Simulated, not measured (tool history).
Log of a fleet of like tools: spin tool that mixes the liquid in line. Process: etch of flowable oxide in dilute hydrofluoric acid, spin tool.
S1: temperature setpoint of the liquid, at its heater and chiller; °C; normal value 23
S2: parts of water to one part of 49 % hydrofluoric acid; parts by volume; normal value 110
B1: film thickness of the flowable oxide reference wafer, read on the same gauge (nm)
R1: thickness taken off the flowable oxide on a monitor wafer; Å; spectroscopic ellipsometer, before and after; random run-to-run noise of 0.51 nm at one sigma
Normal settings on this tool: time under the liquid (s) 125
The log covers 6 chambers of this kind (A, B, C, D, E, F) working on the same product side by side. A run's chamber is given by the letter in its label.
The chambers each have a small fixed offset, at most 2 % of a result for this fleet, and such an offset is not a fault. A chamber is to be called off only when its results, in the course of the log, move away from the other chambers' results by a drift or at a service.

run 1B hour=14.2 | S1=23 S2=110 time_under_the_liquid_(s)=125 | B1=150.04 | R1=533.73
-- hour=19 chamber E: hydrofluoric acid flow meter replaced
run 2F hour=26.2 | S1=23 S2=110 time_under_the_liquid_(s)=125 | B1=149.97 | R1=534.39
-- hour=28.5 chamber A: thermometer replaced
run 3C hour=34.9 | S1=23 S2=110 time_under_the_liquid_(s)=125 | B1=150.03 | R1=544.3
run 4A hour=41.8 | S1=23 S2=110 time_under_the_liquid_(s)=125 | B1=149.94 | R1=529.76
run 5D hour=48 | S1=23 S2=110 time_under_the_liquid_(s)=125 | B1=150.07 | R1=529.95
run 6E hour=54.9 | S1=23 S2=110 time_under_the_liquid_(s)=125 | B1=149.94 | R1=542.68
run 7C hour=62.7 | S1=23 S2=110 time_under_the_liquid_(s)=125 | B1=150.04 | R1=536.36
run 8B hour=70.7 | S1=23 S2=110 time_under_the_liquid_(s)=125 | B1=150.05 | R1=527
run 9D hour=80.9 | S1=23 S2=110 time_under_the_liquid_(s)=125 | B1=149.98 | R1=538.65
run 10F hour=90.3 | S1=23 S2=110 time_under_the_liquid_(s)=125 | B1=149.98 | R1=535.27
run 11A hour=97.5 | S1=23 S2=110 time_under_the_liquid_(s)=125 | B1=150.03 | R1=545.37
run 12E hour=106.6 | S1=23 S2=110 time_under_the_liquid_(s)=125 | B1=149.94 | R1=533.8
run 13D hour=117.1 | S1=23 S2=110 time_under_the_liquid_(s)=125 | B1=149.97 | R1=526.48
run 14E hour=129.2 | S1=23 S2=110 time_under_the_liquid_(s)=125 | B1=149.97 | R1=541.07
run 15C hour=141.7 | S1=23 S2=110 time_under_the_liquid_(s)=125 | B1=150.04 | R1=553.95
run 16F hour=154.9 | S1=23 S2=110 time_under_the_liquid_(s)=125 | B1=149.96 | R1=535.7
run 17A hour=164.3 | S1=23 S2=110 time_under_the_liquid_(s)=125 | B1=149.99 | R1=541.67
run 18B hour=178.4 | S1=23 S2=110 time_under_the_liquid_(s)=125 | B1=150.04 | R1=523.59
run 19B hour=189.1 | S1=23 S2=110 time_under_the_liquid_(s)=125 | B1=149.99 | R1=531.11
run 20F hour=200.2 | S1=23 S2=110 time_under_the_liquid_(s)=125 | B1=149.99 | R1=525.66
run 21E hour=208 | S1=23 S2=110 time_under_the_liquid_(s)=125 | B1=150.05 | R1=532.48
run 22D hour=221.3 | S1=23 S2=110 time_under_the_liquid_(s)=125 | B1=150 | R1=543.53
run 23C hour=234.8 | S1=23 S2=110 time_under_the_liquid_(s)=125 | B1=150 | R1=537.57
run 24A hour=243.8 | S1=23 S2=110 time_under_the_liquid_(s)=125 | B1=150.03 | R1=533.9
run 25C hour=253.4 | S1=19 S2=90 time_under_the_liquid_(s)=125 | B1=150.01 | R1=584.97
run 26D hour=262.4 | S1=19 S2=90 time_under_the_liquid_(s)=125 | B1=150.01 | R1=574.21
run 27A hour=269.5 | S1=19 S2=90 time_under_the_liquid_(s)=125 | B1=149.96 | R1=572.41
run 28E hour=278.6 | S1=19 S2=90 time_under_the_liquid_(s)=125 | B1=149.97 | R1=566.33
run 29F hour=288.9 | S1=19 S2=90 time_under_the_liquid_(s)=125 | B1=149.98 | R1=561.49
run 30B hour=297.3 | S1=19 S2=90 time_under_the_liquid_(s)=125 | B1=149.98 | R1=569.36
run 31F hour=310.1 | S1=23 S2=110 time_under_the_liquid_(s)=125 | B1=149.96 | R1=537.2
run 32B hour=317.8 | S1=23 S2=110 time_under_the_liquid_(s)=125 | B1=149.99 | R1=537.25
run 33E hour=329.7 | S1=23 S2=110 time_under_the_liquid_(s)=125 | B1=149.99 | R1=537.22
run 34A hour=343.4 | S1=23 S2=110 time_under_the_liquid_(s)=125 | B1=150 | R1=537.77
run 35C hour=353.4 | S1=23 S2=110 time_under_the_liquid_(s)=125 | B1=149.97 | R1=530.62
run 36D hour=367.3 | S1=23 S2=110 time_under_the_liquid_(s)=125 | B1=150 | R1=576.43
run 37F hour=381.3 | S1=23 S2=165 time_under_the_liquid_(s)=85 | B1=150.04 | R1=224.38
run 38D hour=390.1 | S1=23 S2=165 time_under_the_liquid_(s)=85 | B1=149.98 | R1=245.93
run 39C hour=404 | S1=23 S2=165 time_under_the_liquid_(s)=85 | B1=150 | R1=230.95
run 40B hour=415.4 | S1=23 S2=165 time_under_the_liquid_(s)=85 | B1=150.02 | R1=226.11
run 41E hour=426.3 | S1=23 S2=165 time_under_the_liquid_(s)=85 | B1=149.99 | R1=229.73
run 42A hour=440.7 | S1=23 S2=165 time_under_the_liquid_(s)=85 | B1=149.97 | R1=231.76
run 43E hour=454.5 | S1=23 S2=110 time_under_the_liquid_(s)=125 | B1=149.98 | R1=533.94
run 44D hour=464.1 | S1=23 S2=110 time_under_the_liquid_(s)=125 | B1=150.01 | R1=582.94

The same settings go to every chamber for the next run, one line per chamber below. Forecast the results for each:
run 45A hour=474.5 | S1=18 S2=110 time_under_the_liquid_(s)=125 | R1=?
run 45B hour=474.5 | S1=18 S2=110 time_under_the_liquid_(s)=125 | R1=?
run 45C hour=474.5 | S1=18 S2=110 time_under_the_liquid_(s)=125 | R1=?
run 45D hour=474.5 | S1=18 S2=110 time_under_the_liquid_(s)=125 | R1=?
run 45E hour=474.5 | S1=18 S2=110 time_under_the_liquid_(s)=125 | R1=?
run 45F hour=474.5 | S1=18 S2=110 time_under_the_liquid_(s)=125 | R1=?

run=45A R1=437.75
run=45B R1=433.38
run=45C R1=435.72
run=45D R1=474.76
run=45E R1=450.49
run=45F R1=437.09

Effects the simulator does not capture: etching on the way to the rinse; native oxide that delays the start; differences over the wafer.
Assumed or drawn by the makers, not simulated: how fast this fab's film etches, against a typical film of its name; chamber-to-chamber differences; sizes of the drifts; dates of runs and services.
